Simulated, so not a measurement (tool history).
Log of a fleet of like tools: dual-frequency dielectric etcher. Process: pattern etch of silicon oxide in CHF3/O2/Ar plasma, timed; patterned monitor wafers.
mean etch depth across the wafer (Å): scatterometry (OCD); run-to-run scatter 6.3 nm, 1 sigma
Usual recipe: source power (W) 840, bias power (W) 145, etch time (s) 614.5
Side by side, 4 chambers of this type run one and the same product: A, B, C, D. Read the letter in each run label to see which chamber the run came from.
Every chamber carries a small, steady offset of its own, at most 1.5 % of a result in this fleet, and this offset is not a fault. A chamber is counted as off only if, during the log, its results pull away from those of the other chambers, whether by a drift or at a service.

| run | hour | source power (W) | bias power (W) | etch time (s) | read-back reference wafer on the same gauge, depth_nm | mean etch depth across the wafer (Å) |
|---|---|---|---|---|---|---|
|  | 0.2 | chamber C: wet clean of the chamber |
| 1B | 9.6 | 840 | 145 | 614.5 | 1519.5 | 12786 |
|  | 9.7 | chamber D: wet clean of the chamber |
| 2C | 17.8 | 840 | 145 | 614.5 | 1520.5 | 12967 |
| 3D | 24.2 | 840 | 145 | 614.5 | 1521.9 | 12647 |
| 4A | 36.6 | 840 | 145 | 614.5 | 1519.4 | 12923 |
| 5D | 49.3 | 840 | 145 | 614.5 | 1520.9 | 12871 |
| 6B | 59.9 | 840 | 145 | 614.5 | 1520.8 | 12818 |
| 7C | 70.7 | 840 | 145 | 614.5 | 1520.7 | 12911 |
| 8A | 77.3 | 840 | 145 | 614.5 | 1519.4 | 12854 |
| 9B | 84.7 | 840 | 145 | 614.5 | 1520.5 | 12832 |
| 10D | 92.2 | 840 | 145 | 614.5 | 1519.9 | 12863 |
| 11C | 106.6 | 840 | 145 | 614.5 | 1521.1 | 12943 |
| 12A | 120.1 | 840 | 145 | 614.5 | 1520.1 | 12885 |
| 13A | 132.5 | 840 | 145 | 614.5 | 1518.6 | 12955 |
| 14D | 146.2 | 840 | 145 | 614.5 | 1519.6 | 12826 |
| 15B | 158.0 | 840 | 145 | 614.5 | 1520.1 | 12768 |
| 16C | 167.5 | 840 | 145 | 614.5 | 1518.1 | 12899 |
| 17A | 174.5 | 840 | 145 | 614.5 | 1519.6 | 12904 |
| 18C | 189.2 | 840 | 145 | 614.5 | 1519.6 | 12890 |
|  | 198.8 | chamber B: wet clean of the chamber |
| 19B | 200.9 | 840 | 145 | 614.5 | 1521.6 | 12741 |
| 20D | 215.2 | 840 | 113 | 557.0 | 1519.8 | 10708 |
|  | 220.9 | chamber A: wet clean of the chamber |
| 21D | 228.3 | 840 | 113 | 557.0 | 1520.6 | 10766 |
| 22A | 239.8 | 840 | 113 | 557.0 | 1517.5 | 10898 |
| 23C | 252.1 | 840 | 113 | 557.0 | 1518.0 | 10797 |
|  | 254.1 | chamber D: source power generator calibrated |
| 24B | 264.5 | 840 | 145 | 614.5 | 1518.4 | 12800 |
| 25A | 273.3 | 840 | 123 | 614.5 | 1522.1 | 12297 |
| 26D | 287.6 | 840 | 123 | 614.5 | 1521.5 | 12123 |
| 27C | 301.0 | 840 | 123 | 614.5 | 1518.7 | 12159 |
| 28B | 309.9 | 840 | 123 | 614.5 | 1519.7 | 12241 |
| 29B | 320.1 | 840 | 145 | 614.5 | 1517.8 | 12767 |
| 30A | 332.5 | 840 | 145 | 614.5 | 1521.1 | 12912 |
| 31D | 340.2 | 840 | 145 | 614.5 | 1520.4 | 12791 |
| 32C | 346.8 | 840 | 145 | 614.5 | 1518.8 | 12904 |
| 33D | 361.4 | 840 | 145 | 614.5 | 1520.4 | 12731 |
| 34A | 375.8 | 840 | 145 | 614.5 | 1518.7 | 12831 |
| 35B | 386.9 | 1040 | 167 | 614.5 | 1519.2 | 14472 |
|  | 399.1 | chamber D: wet clean of the chamber |
| 36C | 399.7 | 1040 | 167 | 614.5 | 1519.8 | 14586 |
| 37B | 409.3 | 1040 | 167 | 614.5 | 1518.7 | 14514 |
| 38A | 424.0 | 1040 | 167 | 614.5 | 1520.4 | 14866 |
| 39D | 437.8 | 840 | 145 | 614.5 | 1522.0 | 12778 |

What goes on in this fleet: one chamber off, a drifting gauge, or nothing beyond the chambers' own small offsets? Name the chamber and the cause, if any.

No chamber stands off beyond its own small offset, and the gauge holds steady.
